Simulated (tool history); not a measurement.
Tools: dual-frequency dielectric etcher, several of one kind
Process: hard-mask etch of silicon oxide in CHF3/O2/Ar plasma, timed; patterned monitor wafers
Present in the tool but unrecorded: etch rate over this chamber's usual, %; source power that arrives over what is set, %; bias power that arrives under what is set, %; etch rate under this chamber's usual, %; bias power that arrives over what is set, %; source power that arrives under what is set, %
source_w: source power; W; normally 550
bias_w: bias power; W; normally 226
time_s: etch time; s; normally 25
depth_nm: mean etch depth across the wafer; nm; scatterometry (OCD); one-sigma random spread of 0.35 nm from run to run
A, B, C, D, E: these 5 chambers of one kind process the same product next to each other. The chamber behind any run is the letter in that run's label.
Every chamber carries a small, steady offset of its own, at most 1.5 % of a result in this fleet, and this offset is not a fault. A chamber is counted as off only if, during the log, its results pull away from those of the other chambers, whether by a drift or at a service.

run,day,source_w,bias_w,time_s,hours since the last wet clean,hours since the last source power generator calibration,hours since the last bias power generator calibration,"read-back reference wafer on the same gauge, depth_nm",depth_nm
1D,0.375,550,226,25,147.4,1776.1,857.9,52.162,52.401
2E,0.871,550,226,25,398.2,661.5,2274.6,52.171,51.874
3A,1.3,550,226,25,463.1,832.1,2669.6,52.092,52.288
4B,1.675,550,226,25,200.7,2589.7,394.7,52.065,52.012
5C,2.238,550,226,25,256.2,858.7,1414.4,52.134,51.562
6D,2.558,550,226,25,199.8,1828.5,910.3,52.06,51.67
7B,3.096,550,226,25,234.8,2623.8,428.8,52.085,51.97
# day 3.375: chamber A: wet clean of the chamber
8A,3.533,440,226,25,3.8,885.7,2723.2,52.132,47.426
9E,3.967,440,226,25,472.5,735.8,2348.9,52.047,48.707
10C,4.379,440,226,25,307.6,910.1,1465.8,51.989,47.413
11C,4.879,440,226,25,319.6,922.1,1477.8,52.085,47.676
12E,5.162,440,226,25,501.2,764.5,2377.6,52.148,48.115
13D,5.671,550,226,25,274.5,1903.2,985,52.145,51.613
14A,6.154,550,226,25,66.7,948.6,2786.1,52.051,51.785
15B,6.538,550,226,30,317.4,2706.4,511.4,52.03,62.672
# day 6.917: chamber C: wet clean of the chamber
16D,6.962,550,226,30,305.5,1934.2,1016,52.168,62.389
17C,7.25,550,226,30,8,979,1534.7,52.171,61.902
18E,7.742,550,226,30,563.1,826.4,2439.5,52.044,62.661
# day 8.292: chamber A: bias power generator calibrated
19A,8.3,550,226,30,118.2,1000.1,0.3,52.142,62.588
# day 8.446: chamber E: wet clean of the chamber
20B,8.675,550,226,25,368.7,2757.7,562.7,52.054,51.852
# day 8.812: chamber B: wet clean of the chamber
21E,9.279,550,226,25,20,863.3,2476.4,52.137,51.755
22C,9.838,550,226,25,70.1,1041.1,1596.8,52.084,51.133
23A,10.288,550,226,25,165.9,1047.8,48,52.135,52.067
24D,10.588,550,226,25,392.5,2021.2,1103,52.086,51.809
25B,10.925,550,226,25,50.8,2811.7,616.7,52.127,52.758
26C,11.383,550,226,25,107.2,1078.2,1633.9,52.077,51.032
27D,11.812,550,226,25,421.9,2050.6,1132.4,52.145,52.38
28E,12.238,550,226,25,91,934.3,2547.4,52.225,52.097
29A,12.562,550,196,19.5,220.5,1102.4,102.6,52.037,39.043
30B,13.062,550,196,19.5,102.1,2863,668,52.053,39.373
31A,13.479,550,196,19.5,242.5,1124.4,124.6,52.146,38.517
32C,13.904,550,196,19.5,167.7,1138.7,1694.4,52.121,38.242
33E,14.192,550,196,19.5,137.9,981.2,2594.3,52.133,38.38
34D,14.458,550,226,25,485.4,2114.1,1195.9,52.112,51.444
35B,14.775,550,226,25,143.2,2904.1,709.1,52.103,52.204
36A,15.288,550,226,25,285.9,1167.8,168,52.021,52.228
37E,15.762,550,226,25,175.6,1018.9,2632,52.083,51.932

Is one chamber off against the others, does the gauge drift, or is nothing wrong? If a chamber is off, say which, and what the likeliest cause is.

No chamber stands off beyond its own small offset, and the gauge holds steady.
